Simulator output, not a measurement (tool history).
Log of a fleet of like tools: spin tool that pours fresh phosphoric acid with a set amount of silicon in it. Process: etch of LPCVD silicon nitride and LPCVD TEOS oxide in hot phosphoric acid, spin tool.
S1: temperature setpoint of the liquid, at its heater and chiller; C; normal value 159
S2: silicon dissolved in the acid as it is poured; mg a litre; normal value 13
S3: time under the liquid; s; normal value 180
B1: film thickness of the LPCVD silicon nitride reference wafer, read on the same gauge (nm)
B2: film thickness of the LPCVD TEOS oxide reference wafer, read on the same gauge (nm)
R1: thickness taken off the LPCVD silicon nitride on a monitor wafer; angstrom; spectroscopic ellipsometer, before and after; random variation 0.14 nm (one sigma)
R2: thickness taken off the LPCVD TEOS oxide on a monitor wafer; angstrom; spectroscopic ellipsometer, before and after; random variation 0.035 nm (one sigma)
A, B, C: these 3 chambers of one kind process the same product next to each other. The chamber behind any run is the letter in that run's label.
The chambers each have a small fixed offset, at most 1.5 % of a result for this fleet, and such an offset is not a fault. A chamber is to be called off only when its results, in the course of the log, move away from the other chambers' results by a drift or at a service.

Run 1C, hour 3.3: usual settings; B1 39.974; B2 119.97. Result: R1 145.37 angstrom, R2 5.7749 angstrom.
Run 2B, hour 7.5: usual settings; B1 40.011; B2 120. Result: R1 147.56 angstrom, R2 6.2623 angstrom.
Run 3A, hour 10.8: usual settings; B1 39.983; B2 119.98. Result: R1 146.49 angstrom, R2 5.9988 angstrom.
Run 4B, hour 14.2: usual settings; B1 39.964; B2 119.99. Result: R1 148.77 angstrom, R2 5.7455 angstrom.
Run 5A, hour 16.8: usual settings; B1 39.989; B2 120. Result: R1 145.19 angstrom, R2 5.8521 angstrom.
Run 6C, hour 19.3: usual settings; B1 40.03; B2 120.01. Result: R1 148.21 angstrom, R2 5.6231 angstrom.
Run 7B, hour 21.7: usual settings but S2 21 mg a litre, S3 280 s; B1 39.979; B2 119.99. Result: R1 228.11 angstrom, R2 8.0519 angstrom.
Run 8A, hour 24.2: usual settings but S2 21 mg a litre, S3 280 s; B1 39.962; B2 119.99. Result: R1 230.28 angstrom, R2 7.8131 angstrom.
Run 9C, hour 28.2: usual settings but S2 21 mg a litre, S3 280 s; B1 40.027; B2 120.02. Result: R1 227.52 angstrom, R2 8.1226 angstrom.
At hour 32.1: chamber A: heated supply line repaired.
Run 10A, hour 32.9: usual settings; B1 40.023; B2 119.99. Result: R1 146.59 angstrom, R2 5.5313 angstrom.
Run 11C, hour 35.5: usual settings but S2 4.5 mg a litre; B1 39.963; B2 119.99. Result: R1 145.3 angstrom, R2 7.0779 angstrom.
Run 12B, hour 38.9: usual settings but S2 4.5 mg a litre; B1 39.976; B2 120. Result: R1 148.28 angstrom, R2 7.108 angstrom.
Run 13A, hour 41.1: usual settings but S2 4.5 mg a litre; B1 39.987; B2 120.02. Result: R1 146.23 angstrom, R2 7.5664 angstrom.
Run 14C, hour 45.5: usual settings but S1 160 C, S2 18.5 mg a litre; B1 39.995; B2 120. Result: R1 151.01 angstrom, R2 5.3091 angstrom.
Run 15B, hour 47.8: usual settings but S1 160 C, S2 18.5 mg a litre; B1 40.026; B2 119.99. Result: R1 152.35 angstrom, R2 5.7506 angstrom.
Run 16A, hour 49.9: usual settings but S1 160 C, S2 18.5 mg a litre; B1 40.019; B2 120.02. Result: R1 151.01 angstrom, R2 5.367 angstrom.
Run 17C, hour 54.5: usual settings; B1 39.988; B2 119.98. Result: R1 146.79 angstrom, R2 6.5688 angstrom.
Run 18B, hour 57.5: usual settings; B1 39.98; B2 120. Result: R1 148.35 angstrom, R2 6.0566 angstrom.
Run 19B, hour 60.4: usual settings; B1 40.058; B2 120.01. Result: R1 149.35 angstrom, R2 6.2651 angstrom.
Run 20C, hour 63.1: usual settings but S3 100 s; B1 40.019; B2 120.01. Result: R1 81.972 angstrom, R2 3.3323 angstrom.
Run 21A, hour 65.7: usual settings but S3 100 s; B1 40.019; B2 120. Result: R1 81.46 angstrom, R2 3.4611 angstrom.
Run 22A, hour 68.8: usual settings but S3 100 s; B1 40.017; B2 120.02. Result: R1 81.08 angstrom, R2 3.4311 angstrom.
Run 23C, hour 72.3: usual settings but S1 161 C, S3 285 s; B1 40.034; B2 120. Result: R1 250.99 angstrom, R2 10.349 angstrom.
Run 24B, hour 74.5: usual settings but S1 161 C, S3 285 s; B1 39.989; B2 119.99. Result: R1 247.29 angstrom, R2 10.435 angstrom.
Run 25C, hour 78.9: usual settings but S1 161 C, S3 285 s; B1 40.009; B2 120. Result: R1 249.53 angstrom, R2 9.3772 angstrom.

Next, every chamber runs the same settings. What will each give?
Run 26A, hour 82.3: usual settings. Result: R1 ?, R2 ?.
Run 26B, hour 82.3: usual settings. Result: R1 ?, R2 ?.
Run 26C, hour 82.3: usual settings. Result: R1 ?, R2 ?.

run      R1      R2
26A  146.32  6.1954
26B  147.39  5.5116
26C  147.04  5.5941
